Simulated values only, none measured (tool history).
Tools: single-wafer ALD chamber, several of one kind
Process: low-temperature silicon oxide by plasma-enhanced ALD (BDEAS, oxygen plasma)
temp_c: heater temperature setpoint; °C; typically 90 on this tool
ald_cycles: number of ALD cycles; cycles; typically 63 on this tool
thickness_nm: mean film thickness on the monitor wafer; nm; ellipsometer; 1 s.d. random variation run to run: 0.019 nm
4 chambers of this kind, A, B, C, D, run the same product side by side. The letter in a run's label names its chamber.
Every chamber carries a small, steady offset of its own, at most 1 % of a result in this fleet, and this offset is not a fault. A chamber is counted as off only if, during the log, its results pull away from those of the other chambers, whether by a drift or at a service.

run   hour  temp_c  ald_cycles  read-back reference wafer on the same gauge, thickness_nm  thickness_nm
 1D    2.6      90          63                                                     10.599        9.3228
 2A    8.2      90          63                                                     10.602        9.2772
 3C   13.9      90          63                                                     10.601        9.2311
 4B   18.1      90          63                                                     10.602        9.3435
 5B   21.9      79          69                                                     10.601       10.6440
 6D   25.2      79          69                                                     10.603       10.6090
 7A   28.4      79          69                                                     10.598       10.5480
 8C   32.5      79          69                                                     10.597       10.5050
 9D   36.9      90          63                                                     10.604        9.2972
10A   39.7      90          63                                                     10.600        9.2795
11B   45.3      90          63                                                     10.598        9.3631
12C   50.2      90          51                                                     10.603        7.4970
13D   53.7      90          51                                                     10.597        7.5463
14A   58.9      90          51                                                     10.595        7.5240
15B   64.9      90          51                                                     10.597        7.6121
16C   67.8      90          63                                                     10.605        9.2628
17D   73.5      79          68                                                     10.606       10.4670
18B   77.1      79          68                                                     10.600       10.5140
19C   82.5      79          68                                                     10.601       10.3390
20A   86.5      79          68                                                     10.603       10.3680
21B   90.6      90          63                                                     10.603        9.3874
22D   93.6      90          63                                                     10.602        9.3118
23C   97.0      90          63                                                     10.605        9.2197
24A  101.9      90          63                                                     10.596        9.2684
25C  104.7      90          63                                                     10.602        9.2446
26B  108.4      90          63                                                     10.599        9.3500
27D  112.1      90          63                                                     10.600        9.3205
28A  116.3      90          63                                                     10.600        9.2909
29A  119.5      90          63                                                     10.602        9.2865
30B  124.6      90          63                                                     10.597        9.3746
31D  130.0      90          74                                                     10.597       10.8970
32C  133.7      90          74                                                     10.600       10.8550
33A  137.7      90          74                                                     10.598       10.8960
34C  141.0      90          74                                                     10.606       10.8440
35D  143.7      90          63                                                     10.601        9.2901
36B  148.0      90          63                                                     10.601        9.3388
37D  152.0      90          63                                                     10.600        9.3272
38B  157.2      90          63                                                     10.600        9.3750

Is one chamber off against the others, does the gauge drift, or is nothing wrong? If a chamber is off, say which, and what the likeliest cause is.

No chamber is off and the gauge is stable; the differences are just each chamber's small, constant offset.

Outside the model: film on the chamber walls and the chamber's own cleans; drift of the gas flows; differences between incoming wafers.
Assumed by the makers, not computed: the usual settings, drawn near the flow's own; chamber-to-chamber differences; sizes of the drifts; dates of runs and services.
